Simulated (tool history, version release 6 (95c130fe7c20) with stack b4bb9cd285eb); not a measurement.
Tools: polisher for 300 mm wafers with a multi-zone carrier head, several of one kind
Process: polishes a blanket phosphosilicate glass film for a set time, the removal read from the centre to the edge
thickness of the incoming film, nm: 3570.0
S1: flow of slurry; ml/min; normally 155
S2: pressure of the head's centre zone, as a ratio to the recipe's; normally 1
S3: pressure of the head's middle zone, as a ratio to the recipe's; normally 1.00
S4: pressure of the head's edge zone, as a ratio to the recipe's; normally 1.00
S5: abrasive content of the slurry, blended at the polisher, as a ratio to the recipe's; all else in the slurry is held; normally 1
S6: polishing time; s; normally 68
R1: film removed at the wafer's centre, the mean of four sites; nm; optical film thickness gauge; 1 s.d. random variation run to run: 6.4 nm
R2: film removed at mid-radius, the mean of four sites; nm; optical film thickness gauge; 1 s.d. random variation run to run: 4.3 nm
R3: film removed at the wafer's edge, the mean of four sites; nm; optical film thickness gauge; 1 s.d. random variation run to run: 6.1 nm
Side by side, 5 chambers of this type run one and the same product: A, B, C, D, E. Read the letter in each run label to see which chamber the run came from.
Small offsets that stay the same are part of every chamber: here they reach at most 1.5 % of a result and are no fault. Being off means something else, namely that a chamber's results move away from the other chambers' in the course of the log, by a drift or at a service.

| run | day | S1 | S2 | S3 | S4 | S5 | S6 | R1 | R2 | R3 |
|---|---|---|---|---|---|---|---|---|---|---|
| 1C | 0.512 | 155 | 1 | 1.00 | 1.00 | 1 | 68 | 631.58 | 634.84 | 635.55 |
| 2E | 0.871 | 155 | 1 | 1.00 | 1.00 | 1 | 68 | 641.18 | 641.07 | 640.10 |
|  | 1.117 | chamber E: worn pad replaced by a new one |
| 3A | 1.379 | 155 | 1 | 1.00 | 1.00 | 1 | 68 | 635.87 | 634.19 | 639.48 |
|  | 1.579 | chamber D: worn pad replaced by a new one |
| 4B | 1.846 | 155 | 1 | 1.00 | 1.00 | 1 | 68 | 632.30 | 630.22 | 645.95 |
|  | 2.050 | chamber A: worn pad replaced by a new one |
| 5D | 2.096 | 155 | 1 | 1.00 | 1.09 | 1 | 68 | 639.01 | 631.06 | 664.04 |
| 6C | 2.604 | 155 | 1 | 1.00 | 1.09 | 1 | 68 | 640.60 | 629.84 | 673.51 |
|  | 2.817 | chamber B: worn pad replaced by a new one |
| 7B | 2.933 | 155 | 1 | 1.00 | 1.09 | 1 | 68 | 641.99 | 635.74 | 679.19 |
| 8D | 3.454 | 155 | 1 | 1.00 | 1.09 | 1 | 68 | 644.58 | 646.80 | 677.82 |
|  | 3.642 | chamber E: slurry nozzle cleaned |
|  | 3.808 | chamber D: worn pad replaced by a new one |
| 9A | 3.912 | 155 | 1 | 1.00 | 1.09 | 1 | 68 | 645.98 | 633.04 | 672.10 |
| 10E | 4.371 | 155 | 1 | 1.00 | 1.00 | 1 | 68 | 639.68 | 645.35 | 647.85 |
| 11A | 4.712 | 155 | 1 | 1.00 | 1.00 | 1 | 68 | 641.69 | 641.32 | 643.29 |
|  | 5.138 | chamber C: worn pad replaced by a new one |
| 12B | 5.179 | 155 | 1 | 1.00 | 1.00 | 1 | 68 | 630.44 | 635.67 | 644.42 |
|  | 5.575 | chamber A: worn pad replaced by a new one |
| 13E | 5.625 | 155 | 1 | 1.00 | 1.00 | 1 | 68 | 649.06 | 649.08 | 631.03 |
|  | 5.883 | chamber B: worn pad replaced by a new one |
| 14C | 5.900 | 155 | 1 | 1.00 | 1.00 | 1 | 68 | 647.13 | 629.41 | 648.77 |
|  | 6.046 | chamber D: worn pad replaced by a new one |
|  | 6.275 | chamber E: worn pad replaced by a new one |
| 15D | 6.433 | 155 | 1 | 1.00 | 1.00 | 1 | 68 | 652.98 | 633.74 | 632.88 |
| 16C | 6.896 | 155 | 1 | 1.00 | 1.00 | 1 | 68 | 637.30 | 636.14 | 646.97 |
|  | 7.079 | chamber E: edge zone pressure recalibrated |
| 17E | 7.412 | 155 | 1 | 1.00 | 0.94 | 1 | 68 | 638.30 | 639.28 | 622.31 |
| 18D | 7.696 | 155 | 1 | 1.00 | 0.94 | 1 | 68 | 639.07 | 643.40 | 619.04 |
| 19B | 8.212 | 155 | 1 | 1.00 | 0.94 | 1 | 68 | 614.58 | 630.89 | 618.79 |
|  | 8.271 | chamber D: slurry nozzle cleaned |
|  | 8.417 | chamber A: worn pad replaced by a new one |
| 20A | 8.517 | 155 | 1 | 1.00 | 0.94 | 1 | 68 | 642.13 | 638.86 | 615.27 |
|  | 8.546 | chamber D: worn pad replaced by a new one |
|  | 8.717 | chamber B: worn pad replaced by a new one |
| 21E | 8.788 | 155 | 1 | 1.00 | 0.94 | 1 | 68 | 630.06 | 637.85 | 624.38 |
| 22A | 9.108 | 155 | 1 | 1.00 | 1.00 | 1 | 68 | 646.58 | 638.71 | 652.14 |
| 23B | 9.471 | 155 | 1 | 1.00 | 1.00 | 1 | 68 | 594.97 | 638.62 | 645.32 |
|  | 9.525 | chamber B: edge zone pressure recalibrated |
| 24D | 9.879 | 155 | 1 | 1.00 | 1.00 | 1 | 68 | 630.25 | 632.54 | 650.08 |
|  | 9.912 | chamber E: centre zone pressure recalibrated |
|  | 10.275 | chamber A: slurry nozzle cleaned |
| 25C | 10.367 | 155 | 1 | 1.00 | 1.00 | 1 | 68 | 626.56 | 632.45 | 639.83 |
| 26A | 10.679 | 155 | 1 | 1.00 | 1.00 | 1 | 68 | 635.93 | 642.53 | 644.95 |
|  | 10.721 | chamber C: worn pad replaced by a new one |
| 27C | 11.017 | 155 | 1 | 0.96 | 1.00 | 1 | 68 | 636.05 | 617.10 | 641.48 |
| 28D | 11.271 | 155 | 1 | 0.96 | 1.00 | 1 | 68 | 648.96 | 613.80 | 633.81 |
|  | 11.321 | chamber E: worn pad replaced by a new one |
| 29E | 11.792 | 155 | 1 | 0.96 | 1.00 | 1 | 68 | 641.13 | 610.21 | 638.74 |
|  | 11.883 | chamber B: worn pad replaced by a new one |
| 30B | 12.158 | 155 | 1 | 0.96 | 1.00 | 1 | 68 | 575.74 | 613.23 | 629.41 |

Next, all 5 chambers run the settings below, one line each with question marks for the results. What does each chamber give?
| 31A | 12.546 | 155 | 1 | 1.00 | 1.00 | 1 | 68 | ? | ? | ? |
| 31B | 12.546 | 155 | 1 | 1.00 | 1.00 | 1 | 68 | ? | ? | ? |
| 31C | 12.546 | 155 | 1 | 1.00 | 1.00 | 1 | 68 | ? | ? | ? |
| 31D | 12.546 | 155 | 1 | 1.00 | 1.00 | 1 | 68 | ? | ? | ? |
| 31E | 12.546 | 155 | 1 | 1.00 | 1.00 | 1 | 68 | ? | ? | ? |

| run | R1 | R2 | R3 |
|---|---|---|---|
| 31A | 643.08 | 639.27 | 628.43 |
| 31B | 573.53 | 643.82 | 641.18 |
| 31C | 646.45 | 628.96 | 648.61 |
| 31D | 645.37 | 642.07 | 638.91 |
| 31E | 634.57 | 630.74 | 639.26 |

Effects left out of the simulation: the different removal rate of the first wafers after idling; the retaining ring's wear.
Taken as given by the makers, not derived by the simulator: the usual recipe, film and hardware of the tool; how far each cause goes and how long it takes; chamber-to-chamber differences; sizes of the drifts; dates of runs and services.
